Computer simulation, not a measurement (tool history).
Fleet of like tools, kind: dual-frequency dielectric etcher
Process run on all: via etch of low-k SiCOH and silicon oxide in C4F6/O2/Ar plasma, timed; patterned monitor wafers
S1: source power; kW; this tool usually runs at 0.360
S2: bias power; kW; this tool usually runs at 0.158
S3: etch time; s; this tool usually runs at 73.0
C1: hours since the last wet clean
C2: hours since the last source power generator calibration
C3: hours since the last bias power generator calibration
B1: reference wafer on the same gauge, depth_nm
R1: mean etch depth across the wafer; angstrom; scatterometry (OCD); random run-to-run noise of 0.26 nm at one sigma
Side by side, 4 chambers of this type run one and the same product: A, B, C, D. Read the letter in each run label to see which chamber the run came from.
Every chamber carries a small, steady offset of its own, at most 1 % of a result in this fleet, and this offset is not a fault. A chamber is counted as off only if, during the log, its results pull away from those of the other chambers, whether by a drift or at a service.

| run | day | S1 | S2 | S3 | C1 | C2 | C3 | B1 | R1 |
|---|---|---|---|---|---|---|---|---|---|
|  | 0.158 | chamber D: wet clean of the chamber |
| 1B | 0.208 | 0.360 | 0.158 | 73.0 | 225.3 | 1600.3 | 81.6 | 182.97 | 1887.1 |
| 2A | 0.358 | 0.360 | 0.158 | 73.0 | 343.8 | 300.9 | 793.2 | 182.98 | 1874.7 |
| 3D | 0.538 | 0.360 | 0.158 | 73.0 | 9.1 | 2120.7 | 240.3 | 183.13 | 1870.1 |
| 4C | 0.688 | 0.360 | 0.158 | 73.0 | 187.7 | 425.9 | 4227.6 | 183.15 | 1896.9 |
| 5C | 0.975 | 0.360 | 0.158 | 73.0 | 194.6 | 432.8 | 4234.5 | 183.11 | 1902.4 |
| 6B | 1.171 | 0.360 | 0.158 | 80.5 | 248.4 | 1623.4 | 104.7 | 183.25 | 2087.1 |
| 7D | 1.367 | 0.360 | 0.158 | 80.5 | 29.0 | 2140.6 | 260.2 | 183.26 | 2059.8 |
| 8A | 1.667 | 0.360 | 0.158 | 80.5 | 375.2 | 332.3 | 824.6 | 183.34 | 2070.1 |
| 9B | 1.842 | 0.360 | 0.158 | 80.5 | 264.5 | 1639.5 | 120.8 | 183.35 | 2081.8 |
| 10C | 2.029 | 0.360 | 0.158 | 73.0 | 219.9 | 458.1 | 4259.8 | 183.41 | 1901.0 |
| 11A | 2.254 | 0.360 | 0.158 | 73.0 | 389.3 | 346.4 | 838.7 | 183.39 | 1881.3 |
| 12D | 2.421 | 0.390 | 0.158 | 73.0 | 54.3 | 2165.9 | 285.5 | 183.40 | 1930.6 |
| 13D | 2.675 | 0.390 | 0.158 | 73.0 | 60.4 | 2172.0 | 291.6 | 183.46 | 1933.1 |
| 14C | 2.838 | 0.390 | 0.158 | 73.0 | 239.3 | 477.5 | 4279.2 | 183.53 | 1964.8 |
| 15A | 3.100 | 0.390 | 0.158 | 73.0 | 409.6 | 366.7 | 859.0 | 183.57 | 1941.5 |
| 16B | 3.383 | 0.360 | 0.158 | 73.0 | 301.5 | 1676.5 | 157.8 | 183.60 | 1898.0 |
| 17B | 3.554 | 0.360 | 0.158 | 73.0 | 305.6 | 1680.6 | 161.9 | 183.63 | 1892.0 |
| 18D | 3.767 | 0.360 | 0.158 | 73.0 | 86.6 | 2198.2 | 317.8 | 183.62 | 1877.8 |
| 19A | 3.933 | 0.360 | 0.158 | 73.0 | 429.6 | 386.7 | 879.0 | 183.70 | 1883.2 |
| 20C | 4.100 | 0.360 | 0.158 | 73.0 | 269.6 | 507.8 | 4309.5 | 183.75 | 1908.5 |
| 21A | 4.258 | 0.360 | 0.158 | 73.0 | 437.4 | 394.5 | 886.8 | 183.80 | 1880.5 |
|  | 4.462 | chamber B: wet clean of the chamber |
| 22D | 4.508 | 0.360 | 0.187 | 73.0 | 104.4 | 2216.0 | 335.6 | 183.79 | 1985.1 |
| 23B | 4.812 | 0.360 | 0.187 | 73.0 | 8.4 | 1710.8 | 192.1 | 183.79 | 2004.3 |
| 24C | 4.992 | 0.360 | 0.187 | 73.0 | 291.0 | 529.2 | 4330.9 | 183.92 | 2012.0 |
| 25A | 5.175 | 0.360 | 0.187 | 73.0 | 459.4 | 416.5 | 908.8 | 183.94 | 1990.9 |
| 26C | 5.350 | 0.360 | 0.158 | 73.0 | 299.6 | 537.8 | 4339.5 | 183.91 | 1906.5 |
| 27B | 5.592 | 0.360 | 0.158 | 73.0 | 27.1 | 1729.5 | 210.8 | 183.98 | 1897.4 |
| 28D | 5.775 | 0.360 | 0.158 | 73.0 | 134.8 | 2246.4 | 366.0 | 184.02 | 1876.3 |

Does one chamber stand apart from the rest, does the shared gauge drift, or is all well apart from small per-chamber offsets? Give the chamber and the most likely cause, where there is one.

Every chamber seems to shift together because the gauge that measures them all drifts; the chambers themselves are fine.
Likeliest cause: gauge reads high (%) = 0.585.
